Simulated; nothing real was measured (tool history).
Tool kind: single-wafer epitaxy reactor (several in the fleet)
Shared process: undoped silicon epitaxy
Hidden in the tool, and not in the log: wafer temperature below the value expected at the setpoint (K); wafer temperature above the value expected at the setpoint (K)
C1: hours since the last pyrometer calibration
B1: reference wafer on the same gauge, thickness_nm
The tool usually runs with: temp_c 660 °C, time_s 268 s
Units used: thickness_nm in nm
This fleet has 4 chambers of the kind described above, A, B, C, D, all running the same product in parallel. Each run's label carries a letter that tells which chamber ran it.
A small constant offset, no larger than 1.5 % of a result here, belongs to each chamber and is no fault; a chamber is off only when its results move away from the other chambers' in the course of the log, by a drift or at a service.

{"run": "1A", "day": 0.338, "temp_c": 660, "time_s": 268, "C1": 1286.8, "B1": 55.119, "thickness_nm": 55.177}
{"run": "2C", "day": 0.742, "temp_c": 660, "time_s": 268, "C1": 2836.4, "B1": 55.104, "thickness_nm": 55.917}
{"run": "3B", "day": 1.212, "temp_c": 660, "time_s": 268, "C1": 80.2, "B1": 55.083, "thickness_nm": 56.188}
{"run": "4D", "day": 1.708, "temp_c": 660, "time_s": 268, "C1": 1486.2, "B1": 55.041, "thickness_nm": 56.131}
{"run": "5B", "day": 1.979, "temp_c": 660, "time_s": 268, "C1": 98.6, "B1": 55.154, "thickness_nm": 55.78}
{"run": "6C", "day": 2.429, "temp_c": 660, "time_s": 268, "C1": 2876.9, "B1": 55.121, "thickness_nm": 55.39}
{"run": "7D", "day": 2.758, "temp_c": 660, "time_s": 268, "C1": 1511.4, "B1": 55.086, "thickness_nm": 56.008}
{"run": "8A", "day": 3.121, "temp_c": 660, "time_s": 249, "C1": 1353.6, "B1": 55.102, "thickness_nm": 50.967}
{"run": "9B", "day": 3.492, "temp_c": 660, "time_s": 249, "C1": 134.9, "B1": 55.092, "thickness_nm": 52.175}
{"run": "10D", "day": 3.904, "temp_c": 660, "time_s": 249, "C1": 1538.9, "B1": 55.065, "thickness_nm": 52.198}
{"run": "11A", "day": 4.175, "temp_c": 660, "time_s": 249, "C1": 1378.9, "B1": 55.094, "thickness_nm": 51.183}
{"run": "12C", "day": 4.454, "temp_c": 660, "time_s": 268, "C1": 2925.5, "B1": 55.111, "thickness_nm": 55.627}
{"run": "13D", "day": 4.912, "temp_c": 660, "time_s": 268, "C1": 1563.1, "B1": 55.103, "thickness_nm": 56.357}
{"run": "14B", "day": 5.446, "temp_c": 660, "time_s": 268, "C1": 181.8, "B1": 55.07, "thickness_nm": 56.105}
{"run": "15A", "day": 5.9, "temp_c": 673, "time_s": 299, "C1": 1420.3, "B1": 55.138, "thickness_nm": 80.599}
{"run": "16C", "day": 6.175, "temp_c": 673, "time_s": 299, "C1": 2966.8, "B1": 55.107, "thickness_nm": 81.627}
{"run": "17C", "day": 6.488, "temp_c": 673, "time_s": 299, "C1": 2974.3, "B1": 55.127, "thickness_nm": 81.454}
{"run": "18B", "day": 6.954, "temp_c": 673, "time_s": 299, "C1": 218.0, "B1": 55.125, "thickness_nm": 82.015}
{"run": "19A", "day": 7.225, "temp_c": 647, "time_s": 268, "C1": 1452.1, "B1": 55.042, "thickness_nm": 41.727}
{"run": "20D", "day": 7.483, "temp_c": 647, "time_s": 268, "C1": 1624.8, "B1": 55.103, "thickness_nm": 42.729}
{"run": "21A", "day": 7.862, "temp_c": 647, "time_s": 268, "C1": 1467.4, "B1": 55.041, "thickness_nm": 41.791}
{"run": "22D", "day": 8.317, "temp_c": 647, "time_s": 268, "C1": 1644.8, "B1": 55.108, "thickness_nm": 42.285}
{"run": "23C", "day": 8.675, "temp_c": 660, "time_s": 268, "C1": 3026.8, "B1": 55.134, "thickness_nm": 55.256}
{"run": "24B", "day": 9.129, "temp_c": 660, "time_s": 268, "C1": 270.2, "B1": 55.071, "thickness_nm": 56.184}
{"day": 9.258, "done": "chamber C: pyrometer calibrated"}
{"run": "25B", "day": 9.388, "temp_c": 660, "time_s": 268, "C1": 276.4, "B1": 55.077, "thickness_nm": 56.313}
{"run": "26A", "day": 9.867, "temp_c": 660, "time_s": 268, "C1": 1515.5, "B1": 55.17, "thickness_nm": 54.854}
{"day": 9.938, "done": "chamber D: pyrometer calibrated"}
{"run": "27C", "day": 10.246, "temp_c": 660, "time_s": 268, "C1": 23.8, "B1": 55.146, "thickness_nm": 55.522}
{"run": "28D", "day": 10.725, "temp_c": 660, "time_s": 268, "C1": 18.9, "B1": 55.055, "thickness_nm": 55.83}
{"run": "29A", "day": 11.096, "temp_c": 660, "time_s": 268, "C1": 1545.0, "B1": 55.109, "thickness_nm": 54.77}
{"run": "30C", "day": 11.604, "temp_c": 660, "time_s": 268, "C1": 56.4, "B1": 55.084, "thickness_nm": 55.616}
{"run": "31D", "day": 11.925, "temp_c": 660, "time_s": 268, "C1": 47.7, "B1": 55.111, "thickness_nm": 56.297}
{"run": "32B", "day": 12.279, "temp_c": 660, "time_s": 268, "C1": 345.8, "B1": 55.11, "thickness_nm": 55.75}
{"run": "33D", "day": 12.792, "temp_c": 660, "time_s": 268, "C1": 68.5, "B1": 55.136, "thickness_nm": 55.766}

Predict what each chamber gives when all 4 of them run the settings below next.
{"run": "34A", "day": 13.183, "temp_c": 671, "time_s": 268, "thickness_nm": "?"}
{"run": "34B", "day": 13.183, "temp_c": 671, "time_s": 268, "thickness_nm": "?"}
{"run": "34C", "day": 13.183, "temp_c": 671, "time_s": 268, "thickness_nm": "?"}
{"run": "34D", "day": 13.183, "temp_c": 671, "time_s": 268, "thickness_nm": "?"}

run=34A thickness_nm=69.551
run=34B thickness_nm=70.761
run=34C thickness_nm=70.386
run=34D thickness_nm=70.852
